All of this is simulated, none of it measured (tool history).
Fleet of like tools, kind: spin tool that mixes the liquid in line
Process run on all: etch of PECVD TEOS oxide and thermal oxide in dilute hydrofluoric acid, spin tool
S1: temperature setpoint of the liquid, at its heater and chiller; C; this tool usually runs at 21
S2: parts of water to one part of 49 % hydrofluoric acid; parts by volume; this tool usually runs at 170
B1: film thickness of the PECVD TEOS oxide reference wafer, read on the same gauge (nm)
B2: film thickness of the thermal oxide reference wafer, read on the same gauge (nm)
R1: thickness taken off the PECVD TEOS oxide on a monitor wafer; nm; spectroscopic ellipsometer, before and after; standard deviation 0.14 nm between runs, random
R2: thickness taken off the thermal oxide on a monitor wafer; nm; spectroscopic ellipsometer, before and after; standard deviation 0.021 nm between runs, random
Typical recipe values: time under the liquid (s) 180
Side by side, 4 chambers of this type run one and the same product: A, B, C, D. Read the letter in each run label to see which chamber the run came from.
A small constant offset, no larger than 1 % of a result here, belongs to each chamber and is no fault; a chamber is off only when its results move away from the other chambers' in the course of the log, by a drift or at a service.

run 1C hour=12.5 | S1=21 S2=170 time_under_the_liquid_(s)=180 | B1=40.001 B2=90.013 | R1=13.572 R2=3.9982
run 2D hour=20.8 | S1=21 S2=170 time_under_the_liquid_(s)=180 | B1=40.042 B2=89.997 | R1=13.546 R2=4.0216
run 3A hour=37 | S1=21 S2=170 time_under_the_liquid_(s)=180 | B1=39.983 B2=89.966 | R1=13.738 R2=4.0393
run 4B hour=44.5 | S1=21 S2=170 time_under_the_liquid_(s)=180 | B1=39.989 B2=89.962 | R1=14.075 R2=4.0853
run 5D hour=56.4 | S1=21 S2=170 time_under_the_liquid_(s)=180 | B1=40.034 B2=89.973 | R1=13.508 R2=4.0527
run 6C hour=71.7 | S1=17.5 S2=250 time_under_the_liquid_(s)=180 | B1=40 B2=90.042 | R1=7.473 R2=2.2011
run 7A hour=83.9 | S1=17.5 S2=250 time_under_the_liquid_(s)=180 | B1=39.969 B2=90.005 | R1=7.4697 R2=2.2543
run 8B hour=95.5 | S1=17.5 S2=250 time_under_the_liquid_(s)=180 | B1=39.994 B2=89.963 | R1=7.6093 R2=2.2533
run 9B hour=103.2 | S1=17.5 S2=250 time_under_the_liquid_(s)=180 | B1=39.971 B2=89.955 | R1=7.6786 R2=2.2299
run 10D hour=110.8 | S1=21 S2=170 time_under_the_liquid_(s)=180 | B1=39.996 B2=89.962 | R1=13.544 R2=4.0183
-- hour=113.8 chamber A: hydrofluoric acid flow meter replaced
run 11C hour=123.6 | S1=21 S2=170 time_under_the_liquid_(s)=180 | B1=39.992 B2=89.981 | R1=13.482 R2=3.9981
run 12A hour=138.8 | S1=21 S2=170 time_under_the_liquid_(s)=180 | B1=40.026 B2=89.961 | R1=13.539 R2=4.0905
run 13C hour=147.2 | S1=21 S2=170 time_under_the_liquid_(s)=180 | B1=40.013 B2=89.992 | R1=13.452 R2=4.0251
run 14D hour=161.3 | S1=21 S2=170 time_under_the_liquid_(s)=180 | B1=40.025 B2=89.981 | R1=13.659 R2=4.0007
run 15B hour=172.2 | S1=21 S2=170 time_under_the_liquid_(s)=180 | B1=39.964 B2=89.998 | R1=14.073 R2=4.0941
run 16A hour=180.1 | S1=21 S2=170 time_under_the_liquid_(s)=180 | B1=40.028 B2=89.998 | R1=13.868 R2=4.0537
run 17B hour=188.9 | S1=21 S2=170 time_under_the_liquid_(s)=235 | B1=39.994 B2=90.013 | R1=18.251 R2=5.3775
run 18C hour=204 | S1=21 S2=170 time_under_the_liquid_(s)=235 | B1=40.048 B2=90.016 | R1=17.853 R2=5.2167
run 19A hour=214.4 | S1=21 S2=170 time_under_the_liquid_(s)=235 | B1=39.971 B2=90.006 | R1=17.907 R2=5.3287
run 20D hour=225.1 | S1=21 S2=170 time_under_the_liquid_(s)=235 | B1=40.007 B2=90.003 | R1=17.718 R2=5.2485
run 21D hour=241.1 | S1=21 S2=170 time_under_the_liquid_(s)=180 | B1=40.025 B2=90.014 | R1=13.465 R2=3.9921
run 22A hour=249.9 | S1=21 S2=170 time_under_the_liquid_(s)=180 | B1=39.96 B2=90.01 | R1=13.893 R2=4.1362
run 23B hour=259 | S1=21 S2=170 time_under_the_liquid_(s)=180 | B1=39.958 B2=89.975 | R1=13.974 R2=4.1102
run 24C hour=268.8 | S1=21 S2=170 time_under_the_liquid_(s)=180 | B1=40.033 B2=89.983 | R1=13.725 R2=4.0284
run 25D hour=279.2 | S1=21 S2=170 time_under_the_liquid_(s)=180 | B1=39.981 B2=90.033 | R1=13.664 R2=4.0464
run 26A hour=292.5 | S1=21 S2=170 time_under_the_liquid_(s)=180 | B1=40.03 B2=89.93 | R1=13.862 R2=4.1186
run 27C hour=306 | S1=21 S2=170 time_under_the_liquid_(s)=180 | B1=40.045 B2=89.982 | R1=13.444 R2=4.0421
run 28B hour=319.3 | S1=21 S2=170 time_under_the_liquid_(s)=180 | B1=39.983 B2=89.961 | R1=14.052 R2=4.0472
run 29D hour=335.4 | S1=21 S2=170 time_under_the_liquid_(s)=180 | B1=40.006 B2=90.034 | R1=13.679 R2=4.0103
run 30C hour=350.2 | S1=21 S2=170 time_under_the_liquid_(s)=180 | B1=39.966 B2=90.065 | R1=13.696 R2=4.0003
run 31B hour=360.1 | S1=21 S2=170 time_under_the_liquid_(s)=180 | B1=40.032 B2=90.024 | R1=13.952 R2=4.0571
run 32A hour=372.8 | S1=21 S2=170 time_under_the_liquid_(s)=180 | B1=39.998 B2=90.013 | R1=14.416 R2=4.2247
run 33C hour=380.9 | S1=21 S2=170 time_under_the_liquid_(s)=180 | B1=40.015 B2=90.02 | R1=13.673 R2=4.0069
run 34D hour=394.3 | S1=21 S2=170 time_under_the_liquid_(s)=180 | B1=40.022 B2=90.004 | R1=13.847 R2=3.9824
run 35B hour=403.3 | S1=21 S2=170 time_under_the_liquid_(s)=180 | B1=39.995 B2=89.975 | R1=14.096 R2=4.0962
run 36A hour=415.1 | S1=21 S2=170 time_under_the_liquid_(s)=180 | B1=39.999 B2=90.023 | R1=14.33 R2=4.2481
run 37A hour=422.7 | S1=21 S2=170 time_under_the_liquid_(s)=180 | B1=40.008 B2=90.058 | R1=14.503 R2=4.249
run 38B hour=433.1 | S1=21 S2=170 time_under_the_liquid_(s)=180 | B1=40.039 B2=90.005 | R1=14.05 R2=4.1171
run 39D hour=442.9 | S1=21 S2=170 time_under_the_liquid_(s)=280 | B1=39.992 B2=89.99 | R1=20.921 R2=6.2825
run 40C hour=456.5 | S1=21 S2=170 time_under_the_liquid_(s)=280 | B1=39.991 B2=90.007 | R1=21.226 R2=6.2242

Next, all 4 chambers run the settings below, one line each with question marks for the results. What does each chamber give?
run 41A hour=468.3 | S1=21 S2=170 time_under_the_liquid_(s)=180 | R1=? R2=?
run 41B hour=468.3 | S1=21 S2=170 time_under_the_liquid_(s)=180 | R1=? R2=?
run 41C hour=468.3 | S1=21 S2=170 time_under_the_liquid_(s)=180 | R1=? R2=?
run 41D hour=468.3 | S1=21 S2=170 time_under_the_liquid_(s)=180 | R1=? R2=?

run=41A R1=14.72 R2=4.2784
run=41B R1=14.104 R2=4.1408
run=41C R1=13.796 R2=3.9984
run=41D R1=13.75 R2=4.0084

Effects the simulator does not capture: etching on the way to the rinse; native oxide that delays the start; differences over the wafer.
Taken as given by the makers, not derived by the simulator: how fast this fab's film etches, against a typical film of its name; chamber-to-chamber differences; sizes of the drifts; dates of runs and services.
